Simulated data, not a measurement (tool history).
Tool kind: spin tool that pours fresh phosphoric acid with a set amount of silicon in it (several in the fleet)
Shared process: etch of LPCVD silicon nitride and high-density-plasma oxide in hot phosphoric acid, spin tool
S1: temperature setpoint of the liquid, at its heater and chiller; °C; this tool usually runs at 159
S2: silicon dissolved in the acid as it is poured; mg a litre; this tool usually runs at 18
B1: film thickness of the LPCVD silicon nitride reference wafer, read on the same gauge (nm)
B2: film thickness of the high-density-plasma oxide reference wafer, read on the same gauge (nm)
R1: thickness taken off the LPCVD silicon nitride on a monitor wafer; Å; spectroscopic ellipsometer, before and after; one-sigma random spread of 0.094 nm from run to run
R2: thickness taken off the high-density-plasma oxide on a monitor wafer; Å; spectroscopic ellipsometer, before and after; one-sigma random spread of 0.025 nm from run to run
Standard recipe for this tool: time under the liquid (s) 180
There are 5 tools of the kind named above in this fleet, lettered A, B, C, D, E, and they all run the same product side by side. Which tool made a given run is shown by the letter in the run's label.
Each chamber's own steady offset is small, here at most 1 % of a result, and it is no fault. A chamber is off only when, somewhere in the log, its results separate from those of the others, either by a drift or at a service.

{"run": "1B", "hour": 3.3, "S1": 159, "S2": 18, "time under the liquid (s)": 180, "B1": 129.97, "B2": 100.01, "R1": 165.54, "R2": 3.5364}
{"run": "2A", "hour": 6.4, "S1": 159, "S2": 18, "time under the liquid (s)": 180, "B1": 130, "B2": 99.989, "R1": 168.2, "R2": 4.1521}
{"run": "3D", "hour": 10.3, "S1": 159, "S2": 18, "time under the liquid (s)": 180, "B1": 130, "B2": 100.02, "R1": 164.23, "R2": 4.5229}
{"run": "4E", "hour": 12.8, "S1": 159, "S2": 18, "time under the liquid (s)": 180, "B1": 130, "B2": 100.01, "R1": 166.86, "R2": 4.009}
{"run": "5C", "hour": 16.6, "S1": 159, "S2": 18, "time under the liquid (s)": 180, "B1": 129.98, "B2": 99.997, "R1": 163.43, "R2": 3.9541}
{"run": "6D", "hour": 20.0, "S1": 161, "S2": 18, "time under the liquid (s)": 180, "B1": 130.01, "B2": 99.983, "R1": 175.16, "R2": 4.5358}
{"run": "7E", "hour": 22.8, "S1": 161, "S2": 18, "time under the liquid (s)": 180, "B1": 130, "B2": 99.996, "R1": 179.05, "R2": 5.0365}
{"run": "8C", "hour": 24.7, "S1": 161, "S2": 18, "time under the liquid (s)": 180, "B1": 129.99, "B2": 99.983, "R1": 176.54, "R2": 4.689}
{"run": "9A", "hour": 27.4, "S1": 161, "S2": 18, "time under the liquid (s)": 180, "B1": 130.01, "B2": 99.984, "R1": 180.13, "R2": 4.49}
{"run": "10B", "hour": 31.1, "S1": 161, "S2": 18, "time under the liquid (s)": 180, "B1": 129.99, "B2": 99.995, "R1": 177.8, "R2": 4.3806}
{"run": "11E", "hour": 33.9, "S1": 159, "S2": 18, "time under the liquid (s)": 180, "B1": 130.01, "B2": 100.01, "R1": 168.63, "R2": 4.0739}
{"run": "12C", "hour": 35.7, "S1": 159, "S2": 18, "time under the liquid (s)": 180, "B1": 130.01, "B2": 100, "R1": 165.94, "R2": 4.2578}
{"run": "13B", "hour": 40.0, "S1": 159, "S2": 18, "time under the liquid (s)": 180, "B1": 130.01, "B2": 100.02, "R1": 164.91, "R2": 4.3983}
{"hour": 40.4, "done": "chamber C: thermometer replaced"}
{"run": "14A", "hour": 43.5, "S1": 159, "S2": 18, "time under the liquid (s)": 180, "B1": 130.02, "B2": 100.01, "R1": 167.55, "R2": 4.1954}
{"run": "15D", "hour": 47.3, "S1": 159, "S2": 18, "time under the liquid (s)": 180, "B1": 130, "B2": 100.01, "R1": 165.53, "R2": 4.3064}
{"run": "16C", "hour": 50.0, "S1": 159, "S2": 18, "time under the liquid (s)": 180, "B1": 129.99, "B2": 99.988, "R1": 165.99, "R2": 4.6765}
{"run": "17A", "hour": 52.6, "S1": 159, "S2": 18, "time under the liquid (s)": 180, "B1": 129.99, "B2": 99.99, "R1": 166.47, "R2": 3.7968}
{"run": "18E", "hour": 54.6, "S1": 159, "S2": 18, "time under the liquid (s)": 180, "B1": 130, "B2": 99.99, "R1": 167.36, "R2": 4.2992}
{"run": "19D", "hour": 56.8, "S1": 159, "S2": 18, "time under the liquid (s)": 180, "B1": 130, "B2": 99.993, "R1": 164.67, "R2": 3.9689}
{"run": "20B", "hour": 59.8, "S1": 159, "S2": 18, "time under the liquid (s)": 180, "B1": 130.04, "B2": 99.984, "R1": 165.04, "R2": 3.6924}
{"run": "21C", "hour": 63.6, "S1": 159, "S2": 18, "time under the liquid (s)": 180, "B1": 130, "B2": 99.992, "R1": 165.53, "R2": 3.9951}
{"run": "22B", "hour": 67.5, "S1": 159, "S2": 12, "time under the liquid (s)": 180, "B1": 129.96, "B2": 99.991, "R1": 165.82, "R2": 4.8082}
{"run": "23E", "hour": 69.8, "S1": 159, "S2": 12, "time under the liquid (s)": 180, "B1": 130.01, "B2": 99.991, "R1": 166.7, "R2": 4.6739}
{"run": "24D", "hour": 73.0, "S1": 159, "S2": 12, "time under the liquid (s)": 180, "B1": 129.98, "B2": 100.02, "R1": 165.24, "R2": 4.8296}
{"run": "25A", "hour": 76.4, "S1": 159, "S2": 12, "time under the liquid (s)": 180, "B1": 130.01, "B2": 100.01, "R1": 166.86, "R2": 4.788}
{"run": "26C", "hour": 78.3, "S1": 159, "S2": 12, "time under the liquid (s)": 180, "B1": 130.01, "B2": 99.99, "R1": 165.15, "R2": 4.8432}
{"run": "27E", "hour": 80.9, "S1": 159, "S2": 18, "time under the liquid (s)": 130, "B1": 129.97, "B2": 99.996, "R1": 119.79, "R2": 3.0824}
{"run": "28A", "hour": 85.1, "S1": 159, "S2": 18, "time under the liquid (s)": 130, "B1": 130, "B2": 99.985, "R1": 120.69, "R2": 3.0637}
{"run": "29B", "hour": 89.0, "S1": 159, "S2": 18, "time under the liquid (s)": 130, "B1": 130.01, "B2": 99.997, "R1": 118.83, "R2": 2.6755}
{"run": "30D", "hour": 92.3, "S1": 159, "S2": 18, "time under the liquid (s)": 130, "B1": 129.99, "B2": 100.01, "R1": 118.44, "R2": 3.1521}
{"run": "31E", "hour": 95.6, "S1": 159, "S2": 18, "time under the liquid (s)": 130, "B1": 130.02, "B2": 100, "R1": 121.35, "R2": 2.807}
{"run": "32D", "hour": 98.7, "S1": 159, "S2": 18, "time under the liquid (s)": 250, "B1": 130.02, "B2": 99.985, "R1": 231.39, "R2": 5.5142}
{"run": "33A", "hour": 102.9, "S1": 159, "S2": 18, "time under the liquid (s)": 250, "B1": 130.01, "B2": 100.01, "R1": 231.74, "R2": 5.946}
{"run": "34C", "hour": 105.4, "S1": 159, "S2": 18, "time under the liquid (s)": 250, "B1": 130, "B2": 100.01, "R1": 231.13, "R2": 5.8749}

What goes on in this fleet: one chamber off, a drifting gauge, or nothing beyond the chambers' own small offsets? Name the chamber and the cause, if any.

The fleet is healthy, with each chamber sitting at its usual small offset and no drift in the gauge.
